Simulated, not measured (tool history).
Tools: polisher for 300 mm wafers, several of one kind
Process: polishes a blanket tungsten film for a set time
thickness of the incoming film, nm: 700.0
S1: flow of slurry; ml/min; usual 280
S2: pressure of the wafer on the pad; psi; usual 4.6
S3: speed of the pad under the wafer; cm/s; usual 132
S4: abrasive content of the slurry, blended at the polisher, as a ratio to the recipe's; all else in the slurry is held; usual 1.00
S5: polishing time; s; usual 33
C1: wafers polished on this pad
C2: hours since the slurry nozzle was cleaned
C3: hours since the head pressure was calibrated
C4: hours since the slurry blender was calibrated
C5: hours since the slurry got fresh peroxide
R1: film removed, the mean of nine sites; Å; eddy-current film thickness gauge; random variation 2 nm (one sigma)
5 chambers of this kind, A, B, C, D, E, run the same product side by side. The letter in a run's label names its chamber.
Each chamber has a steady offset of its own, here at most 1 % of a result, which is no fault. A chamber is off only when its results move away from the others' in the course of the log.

run 1A hour=5.3 | S1=280 S2=4.6 S3=132 S4=1.00 S5=33 | C1=248 C2=370.2 C3=20.0 C4=9.1 C5=83.1 | R1=2081.2
-- hour=8.2 chamber A: slurry tank refilled with fresh slurry and peroxide
-- hour=13.3 chamber C: slurry tank refilled with fresh slurry and peroxide
run 2E hour=13.5 | S1=280 S2=4.6 S3=132 S4=1.00 S5=33 | C1=816 C2=255.2 C3=435.7 C4=124.4 C5=34.9 | R1=2093.2
-- hour=18.6 chamber B: slurry nozzle cleaned
run 3B hour=20.4 | S1=280 S2=4.6 S3=132 S4=1.00 S5=33 | C1=686 C2=1.9 C3=122.8 C4=178.1 C5=92.4 | R1=2092.3
-- hour=21.9 chamber E: worn pad replaced by a new one
run 4C hour=25.8 | S1=280 S2=4.6 S3=132 S4=1.00 S5=33 | C1=802 C2=404.7 C3=300.7 C4=97.9 C5=12.5 | R1=2044.0
run 5D hour=37.0 | S1=215 S2=4.6 S3=132 S4=1.00 S5=33 | C1=775 C2=189.2 C3=80.4 C4=386.5 C5=54.8 | R1=2042.6
-- hour=38.0 chamber E: slurry tank refilled with fresh slurry and peroxide
-- hour=40.5 chamber A: worn pad replaced by a new one
-- hour=45.6 chamber B: worn pad replaced by a new one
run 6D hour=46.0 | S1=215 S2=4.6 S3=132 S4=1.00 S5=33 | C1=923 C2=198.2 C3=89.4 C4=395.5 C5=63.8 | R1=2003.8
-- hour=47.8 chamber B: slurry tank refilled with fresh slurry and peroxide
-- hour=48.1 chamber D: worn pad replaced by a new one
run 7A hour=52.7 | S1=215 S2=4.6 S3=132 S4=1.00 S5=33 | C1=202 C2=417.6 C3=67.4 C4=56.5 C5=44.6 | R1=2038.8
run 8C hour=58.5 | S1=215 S2=4.6 S3=132 S4=1.00 S5=33 | C1=1339 C2=437.4 C3=333.4 C4=130.6 C5=45.2 | R1=2026.4
-- hour=64.2 chamber C: slurry tank refilled with fresh slurry and peroxide
-- hour=65.3 chamber D: slurry blender recalibrated
run 9E hour=67.3 | S1=215 S2=4.6 S3=132 S4=1.00 S5=33 | C1=747 C2=309.0 C3=489.5 C4=178.2 C5=29.4 | R1=2028.8
run 10B hour=77.9 | S1=280 S2=4.6 S3=132 S4=1.00 S5=33 | C1=531 C2=59.4 C3=180.3 C4=235.6 C5=30.1 | R1=2140.7
-- hour=81.3 chamber D: slurry tank refilled with fresh slurry and peroxide
-- hour=83.4 chamber E: worn pad replaced by a new one
run 11E hour=87.5 | S1=280 S2=4.6 S3=96 S4=1.00 S5=33 | C1=67 C2=329.2 C3=509.7 C4=198.4 C5=49.6 | R1=1515.7
-- hour=95.3 chamber E: head pressure recalibrated
-- hour=96.1 chamber E: slurry tank refilled with fresh slurry and peroxide
-- hour=96.2 chamber A: worn pad replaced by a new one
run 12D hour=98.5 | S1=280 S2=4.6 S3=96 S4=1.00 S5=33 | C1=828 C2=250.7 C3=141.9 C4=33.3 C5=17.3 | R1=1522.6
run 13B hour=109.5 | S1=280 S2=4.6 S3=96 S4=1.00 S5=33 | C1=1051 C2=91.0 C3=211.9 C4=267.2 C5=61.7 | R1=1504.7
-- hour=111.9 chamber D: worn pad replaced by a new one
-- hour=116.5 chamber A: slurry tank refilled with fresh slurry and peroxide
-- hour=116.9 chamber C: slurry tank refilled with fresh slurry and peroxide
run 14C hour=120.5 | S1=280 S2=4.6 S3=96 S4=1.00 S5=33 | C1=2359 C2=499.4 C3=395.4 C4=192.6 C5=3.6 | R1=1475.3
-- hour=127.2 chamber B: worn pad replaced by a new one
run 15A hour=128.4 | S1=280 S2=4.6 S3=96 S4=1.00 S5=33 | C1=530 C2=493.3 C3=143.1 C4=132.2 C5=11.9 | R1=1537.5
-- hour=133.6 chamber E: worn pad replaced by a new one
run 16A hour=136.7 | S1=280 S2=4.6 S3=132 S4=1.00 S5=33 | C1=666 C2=501.6 C3=151.4 C4=140.5 C5=20.2 | R1=2054.6
run 17D hour=142.1 | S1=280 S2=4.6 S3=132 S4=1.00 S5=33 | C1=497 C2=294.3 C3=185.5 C4=76.9 C5=60.9 | R1=2087.8
-- hour=144.5 chamber E: slurry tank refilled with fresh slurry and peroxide
run 18E hour=152.0 | S1=280 S2=4.6 S3=132 S4=1.00 S5=33 | C1=303 C2=393.7 C3=56.7 C4=262.9 C5=7.5 | R1=2069.1
-- hour=152.7 chamber A: worn pad replaced by a new one
-- hour=161.1 chamber D: worn pad replaced by a new one
run 19B hour=161.3 | S1=280 S2=4.6 S3=160 S4=1.00 S5=33 | C1=561 C2=142.8 C3=263.7 C4=319.0 C5=113.5 | R1=2556.1
-- hour=165.8 chamber C: slurry tank refilled with fresh slurry and peroxide
-- hour=168.8 chamber B: slurry tank refilled with fresh slurry and peroxide
run 20C hour=171.3 | S1=280 S2=4.6 S3=160 S4=1.00 S5=33 | C1=3194 C2=550.2 C3=446.2 C4=243.4 C5=5.5 | R1=2411.6
-- hour=173.1 chamber D: slurry tank refilled with fresh slurry and peroxide
run 21E hour=181.5 | S1=280 S2=4.6 S3=160 S4=1.00 S5=33 | C1=789 C2=423.2 C3=86.2 C4=292.4 C5=37.0 | R1=2501.1
run 22A hour=186.8 | S1=280 S2=4.6 S3=160 S4=1.00 S5=33 | C1=561 C2=551.7 C3=201.5 C4=190.6 C5=70.3 | R1=2492.6
-- hour=195.2 chamber B: worn pad replaced by a new one
-- hour=195.3 chamber E: worn pad replaced by a new one
run 23D hour=196.9 | S1=280 S2=4.6 S3=160 S4=1.00 S5=33 | C1=589 C2=349.1 C3=240.3 C4=131.7 C5=23.8 | R1=2468.2
-- hour=203.0 chamber E: slurry blender recalibrated
-- hour=205.6 chamber E: slurry tank refilled with fresh slurry and peroxide
-- hour=208.3 chamber B: slurry blender recalibrated
run 24B hour=208.4 | S1=280 S2=4.6 S3=132 S4=1.00 S5=33 | C1=218 C2=189.9 C3=310.8 C4=0.1 C5=39.6 | R1=2049.7
-- hour=209.0 chamber A: worn pad replaced by a new one
-- hour=212.5 chamber A: slurry tank refilled with fresh slurry and peroxide
run 25C hour=218.7 | S1=280 S2=4.6 S3=132 S4=1.20 S5=33 | C1=3973 C2=597.6 C3=493.6 C4=290.8 C5=52.9 | R1=2041.4
-- hour=223.9 chamber D: worn pad replaced by a new one
run 26E hour=225.5 | S1=280 S2=4.6 S3=132 S4=1.20 S5=33 | C1=497 C2=467.2 C3=130.2 C4=22.5 C5=19.9 | R1=2175.2
-- hour=227.3 chamber A: slurry blender recalibrated
-- hour=229.4 chamber C: slurry tank refilled with fresh slurry and peroxide
run 27B hour=233.1 | S1=280 S2=4.6 S3=132 S4=1.20 S5=33 | C1=624 C2=214.6 C3=335.5 C4=24.8 C5=64.3 | R1=2174.0
run 28D hour=238.8 | S1=280 S2=4.6 S3=132 S4=1.20 S5=33 | C1=246 C2=391.0 C3=282.2 C4=173.6 C5=65.7 | R1=2150.0
-- hour=247.0 chamber C: slurry nozzle cleaned
run 29A hour=247.6 | S1=280 S2=4.6 S3=132 S4=1.20 S5=33 | C1=635 C2=612.5 C3=262.3 C4=20.3 C5=35.1 | R1=2153.7
run 30C hour=253.8 | S1=230 S2=4.6 S3=132 S4=0.75 S5=33 | C1=4550 C2=6.8 C3=528.7 C4=325.9 C5=24.5 | R1=1783.2
run 31B hour=261.1 | S1=230 S2=4.6 S3=132 S4=0.75 S5=33 | C1=1084 C2=242.6 C3=363.5 C4=52.8 C5=92.3 | R1=1912.8
-- hour=268.8 chamber A: worn pad replaced by a new one
run 32A hour=269.0 | S1=230 S2=4.6 S3=132 S4=0.75 S5=33 | C1=3 C2=633.9 C3=283.7 C4=41.7 C5=56.5 | R1=1917.6
run 33C hour=280.4 | S1=230 S2=4.6 S3=132 S4=0.75 S5=33 | C1=4988 C2=33.4 C3=555.3 C4=352.5 C5=51.1 | R1=1724.2

Next, every chamber runs the same settings. What will each give?
run 34A hour=288.7 | S1=280 S2=4.6 S3=132 S4=1.00 S5=40 | R1=?
run 34B hour=288.7 | S1=280 S2=4.6 S3=132 S4=1.00 S5=40 | R1=?
run 34C hour=288.7 | S1=280 S2=4.6 S3=132 S4=1.00 S5=40 | R1=?
run 34D hour=288.7 | S1=280 S2=4.6 S3=132 S4=1.00 S5=40 | R1=?
run 34E hour=288.7 | S1=280 S2=4.6 S3=132 S4=1.00 S5=40 | R1=?

run=34A R1=2511.8
run=34B R1=2559.5
run=34C R1=2334.4
run=34D R1=2504.4
run=34E R1=2520.5
